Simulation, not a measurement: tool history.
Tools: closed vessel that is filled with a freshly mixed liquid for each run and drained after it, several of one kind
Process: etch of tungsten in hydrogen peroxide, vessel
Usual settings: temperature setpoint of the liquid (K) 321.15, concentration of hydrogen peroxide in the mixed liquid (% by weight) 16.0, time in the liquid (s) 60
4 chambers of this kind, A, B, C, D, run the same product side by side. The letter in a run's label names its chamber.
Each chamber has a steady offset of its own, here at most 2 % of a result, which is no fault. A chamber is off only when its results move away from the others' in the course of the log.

| run | day | temperature setpoint of the liquid (K) | concentration of hydrogen peroxide in the mixed liquid (% by weight) | time in the liquid (s) | read-back film thickness of the tungsten reference wafer, read on the same gauge (nm) | thickness taken off the tungsten on a monitor wafer (Å) |
|---|---|---|---|---|---|---|
| 1A | 0.262 | 321.15 | 16.0 | 60 | 60.005 | 1255.60 |
|  | 0.325 | chamber A: peroxide flow meter replaced |
| 2D | 0.471 | 321.15 | 16.0 | 60 | 59.978 | 1234.10 |
| 3B | 0.596 | 321.15 | 16.0 | 60 | 60.006 | 1230.60 |
| 4C | 0.746 | 321.15 | 16.0 | 60 | 60.004 | 1225.60 |
| 5B | 1.021 | 321.15 | 16.0 | 60 | 59.995 | 1236.40 |
| 6A | 1.229 | 321.15 | 16.0 | 60 | 59.977 | 1253.80 |
| 7D | 1.396 | 321.15 | 16.0 | 60 | 60.016 | 1242.30 |
| 8C | 1.650 | 321.15 | 16.0 | 60 | 59.989 | 1235.00 |
| 9B | 1.792 | 311.65 | 16.0 | 75 | 60.014 | 840.61 |
| 10C | 2.025 | 311.65 | 16.0 | 75 | 59.981 | 856.55 |
| 11D | 2.154 | 311.65 | 16.0 | 75 | 59.993 | 824.07 |
| 12A | 2.400 | 311.65 | 16.0 | 75 | 59.997 | 842.47 |
| 13C | 2.571 | 321.15 | 16.0 | 60 | 60.001 | 1220.40 |
| 14D | 2.712 | 321.15 | 16.0 | 60 | 59.999 | 1232.90 |
| 15A | 2.850 | 321.15 | 16.0 | 60 | 59.996 | 1248.00 |
| 16B | 2.988 | 321.15 | 12.5 | 60 | 59.992 | 1119.20 |
| 17B | 3.121 | 321.15 | 12.5 | 60 | 59.986 | 1105.80 |
| 18C | 3.312 | 321.15 | 12.5 | 60 | 60.002 | 1077.60 |
| 19A | 3.454 | 321.15 | 12.5 | 60 | 59.996 | 1104.40 |
| 20D | 3.700 | 321.15 | 16.0 | 60 | 60.010 | 1223.40 |
| 21A | 3.912 | 321.15 | 16.0 | 60 | 59.996 | 1261.80 |
| 22B | 4.183 | 321.15 | 12.5 | 50 | 60.008 | 911.25 |
| 23C | 4.396 | 321.15 | 12.5 | 50 | 60.001 | 914.87 |
| 24D | 4.608 | 321.15 | 12.5 | 50 | 60.016 | 892.53 |
|  | 4.842 | chamber B: peroxide flow meter replaced |
| 25A | 4.871 | 321.15 | 12.5 | 50 | 59.987 | 920.20 |
| 26C | 5.125 | 321.15 | 16.0 | 60 | 59.995 | 1217.60 |
| 27D | 5.342 | 321.15 | 16.0 | 60 | 59.994 | 1221.40 |
| 28B | 5.508 | 321.15 | 13.0 | 60 | 60.016 | 1129.40 |
| 29B | 5.783 | 321.15 | 13.0 | 60 | 60.024 | 1135.40 |
| 30C | 6.046 | 321.15 | 13.0 | 60 | 60.007 | 1104.60 |
| 31D | 6.225 | 321.15 | 13.0 | 60 | 59.971 | 1084.20 |
| 32A | 6.354 | 321.15 | 16.0 | 60 | 60.004 | 1262.60 |
| 33C | 6.588 | 321.15 | 16.0 | 60 | 60.000 | 1226.30 |
| 34A | 6.846 | 321.15 | 16.0 | 60 | 60.001 | 1256.50 |
| 35B | 7.042 | 321.15 | 16.0 | 60 | 60.007 | 1255.30 |
| 36D | 7.292 | 321.15 | 16.0 | 60 | 59.998 | 1179.90 |
| 37B | 7.562 | 321.15 | 16.0 | 60 | 60.020 | 1234.70 |
| 38D | 7.792 | 321.15 | 16.0 | 60 | 59.995 | 1185.90 |
| 39C | 7.958 | 321.15 | 16.0 | 60 | 60.021 | 1222.90 |

What goes on in this fleet: one chamber off, a drifting gauge, or nothing beyond the chambers' own small offsets? Name the chamber and the cause, if any.

Chamber D drifts away from the others.
Cause: peroxide flow below the setpoint (%) = 9.36.
The log may not tell that from: liquid colder than its thermometer reads (K); peroxide weaker than its label (%).

Here are 4 candidates for chamber D's next run, each the usual settings with a change, their results left as question marks. Which one brings its results back in line with what the others give on the usual settings?
In line means no further than this from the other chambers' mean on the usual settings: thickness taken off the tungsten on a monitor wafer (Å) 37.00
| 40D-1 | 8.158 | 322.15 | 16.0 | 60 |  | ? |
| 40D-2 | 8.158 | 323.15 | 16.0 | 60 |  | ? |
| 40D-3 | 8.158 | 320.15 | 16.0 | 60 |  | ? |
| 40D-4 | 8.158 | 321.15 | 12.5 | 60 |  | ? |

The other chambers' mean on the usual settings: thickness taken off the tungsten on a monitor wafer (Å) 1244.90
| run | thickness taken off the tungsten on a monitor wafer (Å) |
|---|---|
| 40D-1 | 1258.70 |
| 40D-2 | 1339.10 |
| 40D-3 | 1109.40 |
| 40D-4 | 1044.90 |
40D-1 brings the chamber back in line.
